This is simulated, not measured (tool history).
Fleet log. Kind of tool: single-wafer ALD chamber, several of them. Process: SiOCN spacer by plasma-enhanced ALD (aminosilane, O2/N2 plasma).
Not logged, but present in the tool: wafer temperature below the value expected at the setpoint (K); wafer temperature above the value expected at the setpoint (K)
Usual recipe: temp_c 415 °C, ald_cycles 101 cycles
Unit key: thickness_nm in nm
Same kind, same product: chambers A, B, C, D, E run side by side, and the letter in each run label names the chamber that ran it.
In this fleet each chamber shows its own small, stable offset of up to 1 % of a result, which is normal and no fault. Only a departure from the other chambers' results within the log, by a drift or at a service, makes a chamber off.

run   hour  temp_c  ald_cycles  hours since the last thermocouple change  read-back reference wafer on the same gauge, thickness_nm  thickness_nm
 1A      3     415         101                                     285.3                                                     4.9302        5.8192
 2D      8     415         101                                      2461                                                     4.9326        5.8358
 3E   10.7     415         101                                     201.4                                                     4.9345        5.7843
 4C   16.5     415         101                                    1267.3                                                     4.9324        5.7856
 5B   19.4     403          90                                     986.8                                                     4.9305        5.4375
 6E   24.8     403          90                                     215.5                                                     4.9345         5.389
 7D   27.4     403          90                                    2480.4                                                     4.9281        5.4214
 8B   32.8     403          90                                    1000.2                                                     4.9315         5.372
 9C   36.9     403          90                                    1287.7                                                     4.9277         5.353
10A   41.4     415         101                                     323.7                                                     4.9286        5.7889
11A   45.9     415         101                                     328.2                                                     4.9264        5.8106
12E   48.9     415         101                                     239.6                                                     4.9272        5.8085
13B   53.8     415         101                                    1021.2                                                     4.9275        5.9134
14C   59.6     415         101                                    1310.4                                                     4.9276        5.8067
15D   63.4     415         101                                    2516.4                                                     4.9273        5.8532
16A   67.6     415         101                                     349.9                                                     4.9325        5.7797
17C   72.2     415         101                                      1323                                                     4.9282        5.7473
18D   76.9     415         101                                    2529.9                                                     4.9294        5.8718
19E   79.7     415         101                                     270.4                                                     4.9307        5.7959
20B     85     415         101                                    1052.4                                                      4.932        5.8455
21A   90.7     415         101                                       373                                                     4.9279        5.8166
22D   94.9     415         101                                    2547.9                                                     4.9262        5.8604
23B   98.8     415         101                                    1066.2                                                     4.9256        5.8379
24C    102     409         101                                    1352.8                                                     4.9308        5.9373
25E  106.1     409         101                                     296.8                                                      4.926        5.9169
26B  111.9     409         101                                    1079.3                                                     4.9306        5.9278
27E  116.1     409         101                                     306.8                                                      4.934        5.9079
28C  119.3     409         101                                    1370.1                                                     4.9317        5.8997
29D  122.8     415         101                                    2575.8                                                     4.9309        5.8327
30A  126.2     415         101                                     408.5                                                     4.9338        5.8326
31D  128.7     415         101                                    2581.7                                                     4.9267         5.875

Next, all 5 chambers run the settings below, one line each with question marks for the results. What does each chamber give?
32A  132.9     415         101                                                                                                                  ?
32B  132.9     415         101                                                                                                                  ?
32C  132.9     415         101                                                                                                                  ?
32D  132.9     415         101                                                                                                                  ?
32E  132.9     415         101                                                                                                                  ?

run  thickness_nm
32A        5.8044
32B        5.8574
32C        5.7405
32D        5.8258
32E        5.8539
